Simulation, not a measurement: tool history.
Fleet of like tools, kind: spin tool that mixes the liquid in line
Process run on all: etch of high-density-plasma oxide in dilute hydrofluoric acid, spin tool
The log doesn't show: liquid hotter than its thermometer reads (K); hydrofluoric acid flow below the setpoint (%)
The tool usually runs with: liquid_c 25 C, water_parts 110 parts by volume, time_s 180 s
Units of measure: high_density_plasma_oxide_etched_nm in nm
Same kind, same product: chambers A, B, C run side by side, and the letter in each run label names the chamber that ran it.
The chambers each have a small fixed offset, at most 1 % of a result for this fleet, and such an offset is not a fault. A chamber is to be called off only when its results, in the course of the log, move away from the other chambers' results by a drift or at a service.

run    day  liquid_c  water_parts  time_s  hours since the thermometer was replaced  hours since the hydrofluoric acid flow meter was replaced  read-back film thickness of the high-density-plasma oxide reference wafer, read on the same gauge (nm)  high_density_plasma_oxide_etched_nm
 1C  0.279        25          110     180                                       180                                                     1792.3                                                                                                  49.993                                9.639
 2A  0.517        25          110     180                                     778.1                                                        470                                                                                                  50.009                               9.8828
 3B  0.742        25          110     180                                    1564.3                                                       1267                                                                                                  49.971                                9.875
 4C  0.883        25          110     180                                     194.5                                                     1806.8                                                                                                  50.035                               9.7845
 5B    1.1        21          110     180                                    1572.9                                                     1275.6                                                                                                  49.976                               8.3432
 6A   1.35        21          110     180                                     798.1                                                        490                                                                                                  49.991                                8.345
 7B  1.604        21          110     180                                      1585                                                     1287.7                                                                                                  49.966                                8.382
 8C  1.779        25          110     180                                       216                                                     1828.3                                                                                                  50.009                               9.7277
 9A  1.933        25          110     180                                     812.1                                                        504                                                                                                  49.949                                9.704
10C  2.229        25          110     180                                     226.8                                                     1839.1                                                                                                  50.023                               9.7625
11A  2.454        25          110     180                                     824.6                                                      516.5                                                                                                  49.979                               9.9694
12B  2.683        25          110     180                                    1610.9                                                     1313.6                                                                                                  50.018                               9.5732
13C  2.908        25          110     180                                     243.1                                                     1855.4                                                                                                  50.003                               9.8137
14A  3.096        25          110     180                                       840                                                      531.9                                                                                                  49.983                               9.9785
     3.262  -- chamber A: hydrofluoric acid flow meter replaced
15B  3.417        25          110     180                                    1628.5                                                     1331.2                                                                                                  50.019                               9.5264
16A  3.575        25          110     180                                     851.5                                                        7.6                                                                                                  49.999                               9.8472
17B  3.858        25          110     180                                    1639.1                                                     1341.8                                                                                                  49.972                               9.5033
18C  4.154        22          110     140                                       273                                                     1885.3                                                                                                  50.006                               6.7677
19B  4.317        22          110     140                                    1650.1                                                     1352.8                                                                                                  49.997                               6.5464
20A  4.475        22          110     140                                     873.1                                                       29.2                                                                                                  50.002                               6.8952
21C  4.671      28.5          110     180                                     285.4                                                     1897.7                                                                                                  50.035                               11.015
22B   4.85      28.5          110     180                                    1662.9                                                     1365.6                                                                                                  50.027                               10.642
23C  5.167      28.5          110     180                                     297.3                                                     1909.6                                                                                                  50.007                               11.088

Is one chamber out of step, is the gauge drifting, or do the chambers differ by no more than their own small offsets? For an off chamber, give its letter and the likeliest cause.

Chamber B drifts away from the others.
Most likely cause: hydrofluoric acid flow below the setpoint (%) = 6.07.
With only this log, it may be confused with: liquid colder than its thermometer reads (K).

Chamber B could run next with any of the 4 candidate recipes listed below; each alters the usual settings, and their results appear as question marks. Which one brings its results back in line with what the other chambers deliver on the usual settings?
In line means no further than this from the other chambers' mean on the usual settings: high_density_plasma_oxide_etched_nm 0.25 nm
24B-1  5.4        25          110     185                                                                                                                                                                                                                                                 ?
24B-2  5.4        25          110     175                                                                                                                                                                                                                                                 ?
24B-3  5.4      26.5          110     180                                                                                                                                                                                                                                                 ?
24B-4  5.4      23.5          110     180                                                                                                                                                                                                                                                 ?

Average result of the remaining chambers running the usual settings: high_density_plasma_oxide_etched_nm 9.7722 nm
  run  high_density_plasma_oxide_etched_nm
24B-1                               9.4352
24B-2                               8.9252
24B-3                               9.7257
24B-4                               8.6581
The answer is 24B-3, which returns the chamber to within the allowed miss of the others.
